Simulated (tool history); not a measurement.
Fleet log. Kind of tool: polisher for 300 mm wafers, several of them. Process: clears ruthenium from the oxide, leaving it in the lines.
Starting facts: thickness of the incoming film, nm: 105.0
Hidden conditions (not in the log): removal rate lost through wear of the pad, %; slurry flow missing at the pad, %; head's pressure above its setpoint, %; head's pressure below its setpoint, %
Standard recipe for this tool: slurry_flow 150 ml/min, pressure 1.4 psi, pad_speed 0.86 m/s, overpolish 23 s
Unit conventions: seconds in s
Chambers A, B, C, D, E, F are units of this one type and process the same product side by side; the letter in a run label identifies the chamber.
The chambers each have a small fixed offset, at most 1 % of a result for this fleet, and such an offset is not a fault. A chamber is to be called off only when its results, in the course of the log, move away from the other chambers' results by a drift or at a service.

run,hour,slurry_flow,pressure,pad_speed,overpolish,wafers polished on this pad,hours since the slurry nozzle was cleaned,hours since the head pressure was calibrated,seconds
# hour 4.6: chamber F: worn pad replaced by a new one
1E,5.6,150,1.4,0.86,23,389,329.5,893.9,143.40
2F,13.5,150,1.4,0.86,23,69,42.9,765.6,144.00
3B,21.2,150,1.4,0.86,23,1017,415.4,387.3,142.57
4A,27.2,150,1.4,0.86,23,679,480.1,864.2,141.94
# hour 29.1: chamber A: slurry nozzle cleaned
# hour 33.1: chamber B: worn pad replaced by a new one
5D,33.4,150,1.4,0.86,23,919,236.0,728.2,144.78
6C,39.0,150,1.4,0.86,23,705,549.5,525.6,144.52
7D,44.9,170,1.4,0.86,23,1008,247.5,739.7,141.95
8F,49.8,170,1.4,0.86,23,350,79.2,801.9,138.61
9C,58.0,170,1.4,0.86,23,852,568.5,544.6,138.33
# hour 60.3: chamber F: head pressure recalibrated
# hour 64.4: chamber D: worn pad replaced by a new one
10A,66.8,170,1.4,0.86,23,986,37.8,903.8,138.54
# hour 71.5: chamber C: worn pad replaced by a new one
11E,74.7,170,1.4,0.86,23,924,398.6,963.0,139.96
12B,82.6,170,1.4,0.86,23,383,476.8,448.7,141.88
# hour 85.2: chamber E: head pressure recalibrated
13F,89.3,150,1.4,0.86,23,655,118.7,29.1,141.74
14D,97.3,150,1.4,0.86,23,254,299.9,792.1,146.31
15C,105.0,150,1.4,0.86,23,259,615.5,591.6,147.46
16E,110.6,150,1.8,0.86,9,1202,434.5,25.4,110.34
# hour 112.5: chamber B: slurry nozzle cleaned
# hour 114.3: chamber E: worn pad replaced by a new one
# hour 116.4: chamber A: head pressure recalibrated
# hour 116.7: chamber F: worn pad replaced by a new one
17A,118.4,150,1.8,0.86,9,1385,89.4,2.0,112.53
18B,122.8,150,1.8,0.86,9,694,10.4,488.9,112.74
19D,127.3,150,1.8,0.86,9,487,329.9,822.1,111.72
# hour 132.4: chamber A: worn pad replaced by a new one
20B,135.5,150,1.8,0.86,9,792,23.1,501.6,113.94
21E,144.2,150,1.8,0.86,9,231,468.1,59.0,111.66
22F,152.4,170,1.4,0.68,23,276,181.8,92.2,176.00
# hour 155.5: chamber D: head pressure recalibrated
# hour 156.5: chamber C: slurry nozzle cleaned
23A,157.7,170,1.4,0.68,23,196,128.7,41.3,177.58
24C,165.3,170,1.4,0.68,23,726,8.9,651.9,177.36
# hour 165.5: chamber B: worn pad replaced by a new one
# hour 171.8: chamber C: worn pad replaced by a new one
25D,173.9,170,1.4,0.68,23,847,376.5,18.5,180.18
26F,182.1,170,1.4,0.68,23,506,211.5,121.9,175.36
27B,187.3,170,1.4,0.68,23,169,74.9,553.4,187.42
28E,194.1,150,1.4,0.86,23,617,518.0,108.9,142.46
29C,198.7,150,1.4,0.86,23,208,42.3,685.3,143.05
30A,205.5,150,1.4,0.86,23,566,176.5,89.1,144.29
31F,209.6,150,1.4,0.86,23,719,239.0,149.4,143.36
32D,216.4,150,1.4,0.86,23,1176,419.0,61.0,143.02
33B,221.0,150,1.4,0.86,23,430,108.6,587.1,154.00
34E,226.4,150,1.4,0.86,23,867,550.3,141.2,144.10
35A,234.6,150,1.4,0.86,23,791,205.6,118.2,143.05
# hour 241.5: chamber D: worn pad replaced by a new one
36C,241.7,150,1.4,0.86,23,541,85.3,728.3,147.06
37E,250.2,150,1.4,0.86,23,1051,574.1,165.0,142.94
38D,254.4,150,1.4,0.86,23,100,457.0,99.0,144.64
39B,260.3,150,1.4,0.86,23,734,147.9,626.4,156.01

Predict what each chamber gives when all 6 of them run the settings below next.
40A,266.6,150,1.4,0.86,23,,,,?
40B,266.6,150,1.4,0.86,23,,,,?
40C,266.6,150,1.4,0.86,23,,,,?
40D,266.6,150,1.4,0.86,23,,,,?
40E,266.6,150,1.4,0.86,23,,,,?
40F,266.6,150,1.4,0.86,23,,,,?

run,seconds
40A,142.98
40B,155.16
40C,144.10
40D,146.87
40E,143.59
40F,143.41
